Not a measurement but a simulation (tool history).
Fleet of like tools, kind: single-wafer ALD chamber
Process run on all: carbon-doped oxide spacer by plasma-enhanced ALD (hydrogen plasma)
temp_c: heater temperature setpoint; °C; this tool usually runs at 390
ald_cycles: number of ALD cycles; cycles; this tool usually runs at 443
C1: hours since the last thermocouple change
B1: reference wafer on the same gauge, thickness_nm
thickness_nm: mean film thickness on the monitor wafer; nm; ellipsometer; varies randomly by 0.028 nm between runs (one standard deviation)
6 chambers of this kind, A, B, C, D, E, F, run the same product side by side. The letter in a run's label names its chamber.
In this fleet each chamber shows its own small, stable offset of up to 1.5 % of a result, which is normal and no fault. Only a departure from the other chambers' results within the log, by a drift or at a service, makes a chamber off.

{"run": "1B", "hour": 3.0, "temp_c": 390, "ald_cycles": 443, "C1": 1701.4, "B1": 21.697, "thickness_nm": 22.234}
{"run": "2C", "hour": 6.9, "temp_c": 390, "ald_cycles": 443, "C1": 1152.0, "B1": 21.701, "thickness_nm": 22.235}
{"run": "3D", "hour": 10.8, "temp_c": 390, "ald_cycles": 443, "C1": 382.9, "B1": 21.706, "thickness_nm": 22.11}
{"run": "4E", "hour": 15.8, "temp_c": 390, "ald_cycles": 443, "C1": 2305.1, "B1": 21.717, "thickness_nm": 22.124}
{"run": "5F", "hour": 20.3, "temp_c": 390, "ald_cycles": 443, "C1": 1046.4, "B1": 21.719, "thickness_nm": 22.111}
{"run": "6A", "hour": 25.1, "temp_c": 390, "ald_cycles": 443, "C1": 252.2, "B1": 21.714, "thickness_nm": 21.934}
{"run": "7A", "hour": 27.9, "temp_c": 390, "ald_cycles": 443, "C1": 255.0, "B1": 21.721, "thickness_nm": 21.967}
{"run": "8C", "hour": 31.6, "temp_c": 390, "ald_cycles": 443, "C1": 1176.7, "B1": 21.725, "thickness_nm": 22.196}
{"run": "9D", "hour": 36.6, "temp_c": 379, "ald_cycles": 474, "C1": 408.7, "B1": 21.736, "thickness_nm": 23.72}
{"run": "10F", "hour": 40.5, "temp_c": 379, "ald_cycles": 474, "C1": 1066.6, "B1": 21.73, "thickness_nm": 23.723}
{"run": "11B", "hour": 42.9, "temp_c": 379, "ald_cycles": 474, "C1": 1741.3, "B1": 21.732, "thickness_nm": 23.802}
{"run": "12E", "hour": 47.4, "temp_c": 379, "ald_cycles": 474, "C1": 2336.7, "B1": 21.746, "thickness_nm": 23.711}
{"run": "13B", "hour": 50.4, "temp_c": 379, "ald_cycles": 474, "C1": 1748.8, "B1": 21.739, "thickness_nm": 23.788}
{"run": "14C", "hour": 53.8, "temp_c": 379, "ald_cycles": 474, "C1": 1198.9, "B1": 21.748, "thickness_nm": 23.791}
{"run": "15F", "hour": 58.4, "temp_c": 400, "ald_cycles": 411, "C1": 1084.5, "B1": 21.747, "thickness_nm": 20.562}
{"run": "16D", "hour": 62.2, "temp_c": 400, "ald_cycles": 411, "C1": 434.3, "B1": 21.748, "thickness_nm": 20.61}
{"run": "17E", "hour": 66.9, "temp_c": 400, "ald_cycles": 411, "C1": 2356.2, "B1": 21.752, "thickness_nm": 20.597}
{"run": "18A", "hour": 71.7, "temp_c": 400, "ald_cycles": 411, "C1": 298.8, "B1": 21.763, "thickness_nm": 20.388}
{"run": "19B", "hour": 76.6, "temp_c": 400, "ald_cycles": 411, "C1": 1775.0, "B1": 21.765, "thickness_nm": 20.617}
{"run": "20D", "hour": 80.2, "temp_c": 400, "ald_cycles": 411, "C1": 452.3, "B1": 21.767, "thickness_nm": 20.592}
{"run": "21F", "hour": 84.3, "temp_c": 390, "ald_cycles": 443, "C1": 1110.4, "B1": 21.773, "thickness_nm": 22.195}
{"run": "22E", "hour": 87.5, "temp_c": 390, "ald_cycles": 443, "C1": 2376.8, "B1": 21.772, "thickness_nm": 22.199}
{"run": "23A", "hour": 90.2, "temp_c": 390, "ald_cycles": 443, "C1": 317.3, "B1": 21.775, "thickness_nm": 22.0}
{"run": "24C", "hour": 93.4, "temp_c": 390, "ald_cycles": 443, "C1": 1238.5, "B1": 21.78, "thickness_nm": 22.301}
{"run": "25C", "hour": 95.8, "temp_c": 390, "ald_cycles": 443, "C1": 1240.9, "B1": 21.779, "thickness_nm": 22.224}
{"run": "26E", "hour": 98.8, "temp_c": 390, "ald_cycles": 443, "C1": 2388.1, "B1": 21.777, "thickness_nm": 22.238}
{"run": "27A", "hour": 102.0, "temp_c": 390, "ald_cycles": 443, "C1": 329.1, "B1": 21.786, "thickness_nm": 21.979}
{"run": "28D", "hour": 104.3, "temp_c": 390, "ald_cycles": 443, "C1": 476.4, "B1": 21.786, "thickness_nm": 22.206}
{"run": "29B", "hour": 108.3, "temp_c": 386, "ald_cycles": 391, "C1": 1806.7, "B1": 21.788, "thickness_nm": 19.633}
{"run": "30F", "hour": 113.3, "temp_c": 386, "ald_cycles": 391, "C1": 1139.4, "B1": 21.789, "thickness_nm": 19.523}
{"run": "31B", "hour": 116.4, "temp_c": 386, "ald_cycles": 391, "C1": 1814.8, "B1": 21.798, "thickness_nm": 19.68}
{"run": "32A", "hour": 119.4, "temp_c": 386, "ald_cycles": 391, "C1": 346.5, "B1": 21.801, "thickness_nm": 19.431}
{"run": "33F", "hour": 121.7, "temp_c": 386, "ald_cycles": 391, "C1": 1147.8, "B1": 21.799, "thickness_nm": 19.572}
{"run": "34E", "hour": 125.9, "temp_c": 386, "ald_cycles": 391, "C1": 2415.2, "B1": 21.796, "thickness_nm": 19.572}
{"run": "35C", "hour": 129.0, "temp_c": 396, "ald_cycles": 476, "C1": 1274.1, "B1": 21.807, "thickness_nm": 23.969}
{"run": "36D", "hour": 131.5, "temp_c": 396, "ald_cycles": 476, "C1": 503.6, "B1": 21.805, "thickness_nm": 23.876}
{"run": "37C", "hour": 135.4, "temp_c": 396, "ald_cycles": 476, "C1": 1280.5, "B1": 21.811, "thickness_nm": 24.009}

For the next run the whole fleet of 6 chambers uses the same settings. Give each chamber's results:
{"run": "38A", "hour": 139.1, "temp_c": 390, "ald_cycles": 443, "thickness_nm": "?"}
{"run": "38B", "hour": 139.1, "temp_c": 390, "ald_cycles": 443, "thickness_nm": "?"}
{"run": "38C", "hour": 139.1, "temp_c": 390, "ald_cycles": 443, "thickness_nm": "?"}
{"run": "38D", "hour": 139.1, "temp_c": 390, "ald_cycles": 443, "thickness_nm": "?"}
{"run": "38E", "hour": 139.1, "temp_c": 390, "ald_cycles": 443, "thickness_nm": "?"}
{"run": "38F", "hour": 139.1, "temp_c": 390, "ald_cycles": 443, "thickness_nm": "?"}

run=38A thickness_nm=22.047
run=38B thickness_nm=22.344
run=38C thickness_nm=22.321
run=38D thickness_nm=22.315
run=38E thickness_nm=22.247
run=38F thickness_nm=22.209

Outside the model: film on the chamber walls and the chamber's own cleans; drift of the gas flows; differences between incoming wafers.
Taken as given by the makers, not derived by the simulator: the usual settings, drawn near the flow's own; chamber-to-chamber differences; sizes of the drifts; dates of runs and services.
